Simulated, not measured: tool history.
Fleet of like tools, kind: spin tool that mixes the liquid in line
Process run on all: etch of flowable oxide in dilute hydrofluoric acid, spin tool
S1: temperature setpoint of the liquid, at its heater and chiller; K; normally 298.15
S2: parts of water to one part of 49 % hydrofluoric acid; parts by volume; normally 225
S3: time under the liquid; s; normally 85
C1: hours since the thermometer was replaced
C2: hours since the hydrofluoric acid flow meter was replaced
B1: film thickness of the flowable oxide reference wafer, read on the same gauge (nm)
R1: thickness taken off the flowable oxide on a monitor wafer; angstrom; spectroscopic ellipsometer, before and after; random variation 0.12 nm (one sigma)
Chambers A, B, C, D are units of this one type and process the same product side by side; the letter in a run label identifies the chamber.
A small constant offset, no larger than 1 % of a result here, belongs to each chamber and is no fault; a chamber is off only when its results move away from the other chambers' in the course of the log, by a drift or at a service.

{"run": "1C", "hour": 6.5, "S1": 298.15, "S2": 225, "S3": 85, "C1": 293.9, "C2": 232.5, "B1": 110.02, "R1": 132.87}
{"run": "2D", "hour": 10.3, "S1": 298.15, "S2": 225, "S3": 85, "C1": 1298.6, "C2": 186.3, "B1": 110.02, "R1": 132.48}
{"run": "3A", "hour": 17.2, "S1": 298.15, "S2": 225, "S3": 85, "C1": 130.3, "C2": 931.9, "B1": 109.98, "R1": 131.05}
{"run": "4B", "hour": 24.3, "S1": 298.15, "S2": 225, "S3": 85, "C1": 1274.3, "C2": 244.2, "B1": 110.02, "R1": 133.57}
{"run": "5A", "hour": 27.9, "S1": 298.15, "S2": 225, "S3": 85, "C1": 141.0, "C2": 942.6, "B1": 109.99, "R1": 132.91}
{"run": "6B", "hour": 33.3, "S1": 298.15, "S2": 225, "S3": 85, "C1": 1283.3, "C2": 253.2, "B1": 109.97, "R1": 133.49}
{"run": "7D", "hour": 40.2, "S1": 298.15, "S2": 225, "S3": 85, "C1": 1328.5, "C2": 216.2, "B1": 110.01, "R1": 131.96}
{"run": "8C", "hour": 47.0, "S1": 302.15, "S2": 265, "S3": 85, "C1": 334.4, "C2": 273.0, "B1": 110.02, "R1": 122.94}
{"run": "9C", "hour": 51.2, "S1": 302.15, "S2": 265, "S3": 85, "C1": 338.6, "C2": 277.2, "B1": 110.01, "R1": 124.41}
{"run": "10A", "hour": 58.0, "S1": 302.15, "S2": 265, "S3": 85, "C1": 171.1, "C2": 972.7, "B1": 109.97, "R1": 123.43}
{"run": "11D", "hour": 65.2, "S1": 302.15, "S2": 265, "S3": 85, "C1": 1353.5, "C2": 241.2, "B1": 110.01, "R1": 123.24}
{"run": "12B", "hour": 71.5, "S1": 298.15, "S2": 225, "S3": 85, "C1": 1321.5, "C2": 291.4, "B1": 110.0, "R1": 134.44}
{"run": "13C", "hour": 76.4, "S1": 298.15, "S2": 225, "S3": 85, "C1": 363.8, "C2": 302.4, "B1": 110.02, "R1": 135.86}
{"run": "14D", "hour": 82.6, "S1": 294.15, "S2": 270, "S3": 85, "C1": 1370.9, "C2": 258.6, "B1": 109.97, "R1": 91.69}
{"run": "15B", "hour": 87.3, "S1": 294.15, "S2": 270, "S3": 85, "C1": 1337.3, "C2": 307.2, "B1": 109.96, "R1": 92.512}
{"run": "16A", "hour": 94.0, "S1": 294.15, "S2": 270, "S3": 85, "C1": 207.1, "C2": 1008.7, "B1": 110.0, "R1": 90.25}
{"run": "17B", "hour": 100.6, "S1": 294.15, "S2": 270, "S3": 85, "C1": 1350.6, "C2": 320.5, "B1": 110.0, "R1": 92.445}
{"run": "18D", "hour": 106.6, "S1": 298.15, "S2": 310, "S3": 110, "C1": 1394.9, "C2": 282.6, "B1": 110.01, "R1": 111.91}
{"run": "19A", "hour": 113.3, "S1": 298.15, "S2": 310, "S3": 110, "C1": 226.4, "C2": 1028.0, "B1": 110.03, "R1": 112.49}
{"run": "20C", "hour": 117.0, "S1": 298.15, "S2": 310, "S3": 110, "C1": 404.4, "C2": 343.0, "B1": 109.97, "R1": 119.32}
{"run": "21C", "hour": 121.9, "S1": 298.15, "S2": 310, "S3": 110, "C1": 409.3, "C2": 347.9, "B1": 110.02, "R1": 120.94}
{"run": "22A", "hour": 128.0, "S1": 298.15, "S2": 225, "S3": 85, "C1": 241.1, "C2": 1042.7, "B1": 110.01, "R1": 133.01}
{"run": "23D", "hour": 133.6, "S1": 298.15, "S2": 225, "S3": 85, "C1": 1421.9, "C2": 309.6, "B1": 110.01, "R1": 131.85}
{"run": "24B", "hour": 139.7, "S1": 298.15, "S2": 225, "S3": 85, "C1": 1389.7, "C2": 359.6, "B1": 110.03, "R1": 133.98}
{"run": "25C", "hour": 143.6, "S1": 298.15, "S2": 225, "S3": 35, "C1": 431.0, "C2": 369.6, "B1": 110.0, "R1": 57.431}
{"run": "26D", "hour": 148.7, "S1": 298.15, "S2": 225, "S3": 35, "C1": 1437.0, "C2": 324.7, "B1": 110.0, "R1": 54.218}
{"run": "27B", "hour": 152.9, "S1": 298.15, "S2": 225, "S3": 35, "C1": 1402.9, "C2": 372.8, "B1": 109.99, "R1": 55.142}
{"run": "28A", "hour": 156.5, "S1": 298.15, "S2": 225, "S3": 35, "C1": 269.6, "C2": 1071.2, "B1": 110.0, "R1": 55.215}

All 4 chambers run these settings next. Forecast each chamber's results:
{"run": "29A", "hour": 162.2, "S1": 294.15, "S2": 225, "S3": 85, "R1": "?"}
{"run": "29B", "hour": 162.2, "S1": 294.15, "S2": 225, "S3": 85, "R1": "?"}
{"run": "29C", "hour": 162.2, "S1": 294.15, "S2": 225, "S3": 85, "R1": "?"}
{"run": "29D", "hour": 162.2, "S1": 294.15, "S2": 225, "S3": 85, "R1": "?"}

run=29A R1=112.970
run=29B R1=116.510
run=29C R1=120.510
run=29D R1=115.180
